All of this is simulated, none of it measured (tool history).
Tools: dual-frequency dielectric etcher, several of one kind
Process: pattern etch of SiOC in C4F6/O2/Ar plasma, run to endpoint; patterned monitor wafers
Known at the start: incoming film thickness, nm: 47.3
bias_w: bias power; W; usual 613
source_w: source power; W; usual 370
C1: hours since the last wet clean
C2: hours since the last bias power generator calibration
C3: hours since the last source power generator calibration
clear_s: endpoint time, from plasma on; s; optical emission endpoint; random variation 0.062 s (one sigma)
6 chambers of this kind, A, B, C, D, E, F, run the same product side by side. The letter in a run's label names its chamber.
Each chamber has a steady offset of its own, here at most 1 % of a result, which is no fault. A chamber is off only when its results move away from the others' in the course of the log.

Run 1B, hour 5.7: usual settings; C1 202.7; C2 1924.8; C3 2558.8. Result: clear_s 15.365 s.
Run 2D, hour 14.4: usual settings; C1 360.5; C2 3032.9; C3 565.4. Result: clear_s 15.005 s.
Run 3A, hour 18.5: usual settings; C1 254.4; C2 1370.7; C3 293.6. Result: clear_s 15.064 s.
At hour 18.7: chamber D: wet clean of the chamber.
Run 4C, hour 23.1: usual settings; C1 391.4; C2 537.0; C3 1323.4. Result: clear_s 15.026 s.
Run 5F, hour 28.5: usual settings; C1 61.3; C2 3003.7; C3 655.6. Result: clear_s 15.196 s.
Run 6E, hour 33.2: usual settings; C1 428.0; C2 3493.3; C3 3533.4. Result: clear_s 15.246 s.
At hour 34.6: chamber C: wet clean of the chamber.
Run 7C, hour 40.4: usual settings; C1 5.9; C2 554.3; C3 1340.7. Result: clear_s 15.070 s.
Run 8B, hour 50.0: usual settings; C1 247.0; C2 1969.1; C3 2603.1. Result: clear_s 15.181 s.
Run 9F, hour 55.9: usual settings; C1 88.7; C2 3031.1; C3 683.0. Result: clear_s 15.120 s.
Run 10E, hour 64.7: usual settings; C1 459.5; C2 3524.8; C3 3564.9. Result: clear_s 15.291 s.
Run 11D, hour 74.2: usual settings; C1 55.6; C2 3092.7; C3 625.2. Result: clear_s 15.034 s.
Run 12A, hour 82.8: usual settings; C1 318.7; C2 1435.0; C3 357.9. Result: clear_s 15.004 s.
Run 13D, hour 87.0: usual settings; C1 68.4; C2 3105.5; C3 638.0. Result: clear_s 14.969 s.
Run 14C, hour 91.5: usual settings; C1 57.0; C2 605.4; C3 1391.8. Result: clear_s 15.032 s.
Run 15F, hour 99.2: usual settings; C1 132.0; C2 3074.4; C3 726.3. Result: clear_s 15.196 s.
At hour 101.8: chamber E: wet clean of the chamber.
Run 16E, hour 103.7: usual settings but source_w 300 W; C1 1.9; C2 3563.8; C3 3603.9. Result: clear_s 16.503 s.
Run 17A, hour 112.5: usual settings but source_w 300 W; C1 348.4; C2 1464.7; C3 387.6. Result: clear_s 16.290 s.
Run 18B, hour 119.0: usual settings but source_w 300 W; C1 316.0; C2 2038.1; C3 2672.1. Result: clear_s 16.527 s.
Run 19B, hour 128.6: usual settings but source_w 300 W; C1 325.6; C2 2047.7; C3 2681.7. Result: clear_s 16.399 s.
Run 20D, hour 134.1: usual settings but source_w 300 W; C1 115.5; C2 3152.6; C3 685.1. Result: clear_s 16.104 s.
Run 21C, hour 141.8: usual settings but source_w 300 W; C1 107.3; C2 655.7; C3 1442.1. Result: clear_s 16.260 s.
Run 22E, hour 147.2: usual settings; C1 45.4; C2 3607.3; C3 3647.4. Result: clear_s 15.180 s.
Run 23F, hour 156.2: usual settings; C1 189.0; C2 3131.4; C3 783.3. Result: clear_s 15.164 s.
Run 24A, hour 164.9: usual settings; C1 400.8; C2 1517.1; C3 440.0. Result: clear_s 15.063 s.
Run 25A, hour 173.4: usual settings but bias_w 729 W, source_w 440 W; C1 409.3; C2 1525.6; C3 448.5. Result: clear_s 13.128 s.
Run 26D, hour 178.7: usual settings but bias_w 729 W, source_w 440 W; C1 160.1; C2 3197.2; C3 729.7. Result: clear_s 13.236 s.
Run 27B, hour 185.4: usual settings but bias_w 729 W, source_w 440 W; C1 382.4; C2 2104.5; C3 2738.5. Result: clear_s 13.297 s.
Run 28F, hour 189.7: usual settings but bias_w 729 W, source_w 440 W; C1 222.5; C2 3164.9; C3 816.8. Result: clear_s 13.283 s.
At hour 192.1: chamber B: wet clean of the chamber.
Run 29E, hour 199.0: usual settings but bias_w 729 W, source_w 440 W; C1 97.2; C2 3659.1; C3 3699.2. Result: clear_s 13.366 s.
Run 30C, hour 204.2: usual settings but bias_w 729 W, source_w 440 W; C1 169.7; C2 718.1; C3 1504.5. Result: clear_s 13.272 s.
Run 31E, hour 210.4: usual settings; C1 108.6; C2 3670.5; C3 3710.6. Result: clear_s 15.175 s.
Run 32C, hour 215.7: usual settings; C1 181.2; C2 729.6; C3 1516.0. Result: clear_s 15.117 s.
Run 33F, hour 220.2: usual settings; C1 253.0; C2 3195.4; C3 847.3. Result: clear_s 15.110 s.
Run 34A, hour 226.5: usual settings; C1 462.4; C2 1578.7; C3 501.6. Result: clear_s 14.774 s.
Run 35D, hour 235.2: usual settings; C1 216.6; C2 3253.7; C3 786.2. Result: clear_s 14.968 s.
Run 36B, hour 242.1: usual settings; C1 50.0; C2 2161.2; C3 2795.2. Result: clear_s 15.196 s.
Run 37E, hour 248.8: usual settings; C1 147.0; C2 3708.9; C3 3749.0. Result: clear_s 15.161 s.
Run 38D, hour 256.6: usual settings; C1 238.0; C2 3275.1; C3 807.6. Result: clear_s 15.011 s.
Run 39A, hour 261.7: usual settings; C1 497.6; C2 1613.9; C3 536.8. Result: clear_s 14.785 s.
Run 40C, hour 266.5: usual settings but bias_w 744 W, source_w 450 W; C1 232.0; C2 780.4; C3 1566.8. Result: clear_s 12.981 s.
Run 41B, hour 273.1: usual settings but bias_w 744 W, source_w 450 W; C1 81.0; C2 2192.2; C3 2826.2. Result: clear_s 13.191 s.
Run 42F, hour 280.3: usual settings but bias_w 744 W, source_w 450 W; C1 313.1; C2 3255.5; C3 907.4. Result: clear_s 13.033 s.
Run 43E, hour 286.0: usual settings but bias_w 744 W, source_w 450 W; C1 184.2; C2 3746.1; C3 3786.2. Result: clear_s 13.059 s.
Run 44F, hour 293.1: usual settings but bias_w 744 W, source_w 450 W; C1 325.9; C2 3268.3; C3 920.2. Result: clear_s 13.180 s.

All 6 chambers run these settings next. Forecast each chamber's results:
Run 45A, hour 300.1: usual settings but source_w 440 W. Result: clear_s ?.
Run 45B, hour 300.1: usual settings but source_w 440 W. Result: clear_s ?.
Run 45C, hour 300.1: usual settings but source_w 440 W. Result: clear_s ?.
Run 45D, hour 300.1: usual settings but source_w 440 W. Result: clear_s ?.
Run 45E, hour 300.1: usual settings but source_w 440 W. Result: clear_s ?.
Run 45F, hour 300.1: usual settings but source_w 440 W. Result: clear_s ?.

run  clear_s
45A   13.667
45B   14.312
45C   14.115
45D   14.061
45E   14.215
45F   14.267
